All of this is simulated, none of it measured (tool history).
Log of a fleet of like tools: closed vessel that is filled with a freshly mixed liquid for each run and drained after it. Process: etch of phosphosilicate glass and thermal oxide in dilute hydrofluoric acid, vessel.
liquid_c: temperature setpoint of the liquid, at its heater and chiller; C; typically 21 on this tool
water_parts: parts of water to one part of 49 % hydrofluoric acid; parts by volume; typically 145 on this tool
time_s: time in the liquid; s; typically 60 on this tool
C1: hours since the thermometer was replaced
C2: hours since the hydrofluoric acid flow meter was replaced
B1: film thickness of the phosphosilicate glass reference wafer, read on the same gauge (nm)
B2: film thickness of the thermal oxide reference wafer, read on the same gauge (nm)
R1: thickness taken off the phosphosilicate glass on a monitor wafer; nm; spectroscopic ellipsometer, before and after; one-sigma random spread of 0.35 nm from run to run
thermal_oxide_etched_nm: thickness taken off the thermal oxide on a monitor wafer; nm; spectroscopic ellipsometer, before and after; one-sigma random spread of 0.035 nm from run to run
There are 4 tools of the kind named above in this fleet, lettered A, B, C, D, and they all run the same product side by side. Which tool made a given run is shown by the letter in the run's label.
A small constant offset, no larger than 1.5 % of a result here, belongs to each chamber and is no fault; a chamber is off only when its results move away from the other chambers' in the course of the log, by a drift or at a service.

run 1D day=0.158 | liquid_c=21 water_parts=145 time_s=60 | C1=2551.8 C2=241.4 | B1=40.002 B2=39.993 | R1=60.446 thermal_oxide_etched_nm=1.6804
run 2B day=0.325 | liquid_c=21 water_parts=145 time_s=60 | C1=1651.9 C2=930.4 | B1=40.026 B2=39.98 | R1=61.614 thermal_oxide_etched_nm=1.6618
run 3A day=0.558 | liquid_c=21 water_parts=145 time_s=60 | C1=434.9 C2=2072.5 | B1=40.004 B2=40.024 | R1=61.176 thermal_oxide_etched_nm=1.5889
run 4C day=0.717 | liquid_c=21 water_parts=145 time_s=60 | C1=796.6 C2=49.9 | B1=40.011 B2=39.982 | R1=61.442 thermal_oxide_etched_nm=1.6604
run 5D day=0.9 | liquid_c=21 water_parts=145 time_s=60 | C1=2569.6 C2=259.2 | B1=40.018 B2=40.018 | R1=60.741 thermal_oxide_etched_nm=1.6493
run 6B day=1.083 | liquid_c=21 water_parts=145 time_s=60 | C1=1670.1 C2=948.6 | B1=40.012 B2=39.99 | R1=61.057 thermal_oxide_etched_nm=1.6099
-- day=1.133 chamber B: thermometer replaced
run 7A day=1.283 | liquid_c=21 water_parts=145 time_s=60 | C1=452.3 C2=2089.9 | B1=39.967 B2=39.989 | R1=61.056 thermal_oxide_etched_nm=1.6604
run 8C day=1.492 | liquid_c=21 water_parts=145 time_s=60 | C1=815.2 C2=68.5 | B1=39.986 B2=39.987 | R1=62.015 thermal_oxide_etched_nm=1.6527
run 9B day=1.654 | liquid_c=21 water_parts=145 time_s=60 | C1=12.6 C2=962.3 | B1=39.983 B2=40.025 | R1=60.843 thermal_oxide_etched_nm=1.6947
run 10C day=1.912 | liquid_c=21 water_parts=165 time_s=60 | C1=825.3 C2=78.6 | B1=39.998 B2=39.997 | R1=53.514 thermal_oxide_etched_nm=1.42
run 11D day=2.117 | liquid_c=21 water_parts=165 time_s=60 | C1=2598.8 C2=288.4 | B1=40.043 B2=40.001 | R1=52.455 thermal_oxide_etched_nm=1.4213
run 12A day=2.367 | liquid_c=21 water_parts=165 time_s=60 | C1=478.3 C2=2115.9 | B1=39.98 B2=40.022 | R1=52.22 thermal_oxide_etched_nm=1.4686
run 13C day=2.592 | liquid_c=21 water_parts=165 time_s=60 | C1=841.6 C2=94.9 | B1=40.016 B2=39.985 | R1=52.665 thermal_oxide_etched_nm=1.4038
run 14B day=2.717 | liquid_c=21 water_parts=145 time_s=60 | C1=38.1 C2=987.8 | B1=39.973 B2=40.003 | R1=61.029 thermal_oxide_etched_nm=1.6488
run 15A day=2.829 | liquid_c=21 water_parts=125 time_s=60 | C1=489.4 C2=2127 | B1=40.003 B2=40.029 | R1=73.093 thermal_oxide_etched_nm=1.8722
run 16D day=3.004 | liquid_c=21 water_parts=125 time_s=60 | C1=2620.1 C2=309.7 | B1=39.983 B2=39.993 | R1=72.206 thermal_oxide_etched_nm=2.0083
run 17D day=3.225 | liquid_c=21 water_parts=125 time_s=60 | C1=2625.4 C2=315 | B1=40.059 B2=40.049 | R1=72.623 thermal_oxide_etched_nm=2.0397
run 18C day=3.35 | liquid_c=21 water_parts=125 time_s=60 | C1=859.8 C2=113.1 | B1=39.976 B2=39.976 | R1=72.562 thermal_oxide_etched_nm=1.9651
run 19A day=3.471 | liquid_c=23.5 water_parts=145 time_s=90 | C1=504.8 C2=2142.4 | B1=40.047 B2=39.986 | R1=102.26 thermal_oxide_etched_nm=2.8475
run 20B day=3.642 | liquid_c=23.5 water_parts=145 time_s=90 | C1=60.3 C2=1010 | B1=39.996 B2=39.998 | R1=99.938 thermal_oxide_etched_nm=2.6953
run 21D day=3.788 | liquid_c=23.5 water_parts=145 time_s=90 | C1=2638.9 C2=328.5 | B1=40.001 B2=40.053 | R1=100.51 thermal_oxide_etched_nm=2.7759
run 22B day=4 | liquid_c=23.5 water_parts=145 time_s=90 | C1=68.9 C2=1018.6 | B1=40.005 B2=39.987 | R1=100.06 thermal_oxide_etched_nm=2.8043
run 23A day=4.125 | liquid_c=21 water_parts=145 time_s=60 | C1=520.5 C2=2158.1 | B1=40.02 B2=40.003 | R1=61.755 thermal_oxide_etched_nm=1.6102
run 24C day=4.358 | liquid_c=21 water_parts=145 time_s=60 | C1=884 C2=137.3 | B1=39.991 B2=39.961 | R1=61.536 thermal_oxide_etched_nm=1.6959
run 25D day=4.521 | liquid_c=21 water_parts=145 time_s=60 | C1=2656.5 C2=346.1 | B1=39.989 B2=40.044 | R1=61.274 thermal_oxide_etched_nm=1.7004

All 4 chambers run these settings next. Forecast each chamber's results:
run 26A day=4.708 | liquid_c=21 water_parts=100 time_s=60 | R1=? thermal_oxide_etched_nm=?
run 26B day=4.708 | liquid_c=21 water_parts=100 time_s=60 | R1=? thermal_oxide_etched_nm=?
run 26C day=4.708 | liquid_c=21 water_parts=100 time_s=60 | R1=? thermal_oxide_etched_nm=?
run 26D day=4.708 | liquid_c=21 water_parts=100 time_s=60 | R1=? thermal_oxide_etched_nm=?

run=26A R1=92.479 thermal_oxide_etched_nm=2.5319
run=26B R1=92.72 thermal_oxide_etched_nm=2.5624
run=26C R1=93.932 thermal_oxide_etched_nm=2.5223
run=26D R1=93.964 thermal_oxide_etched_nm=2.5116
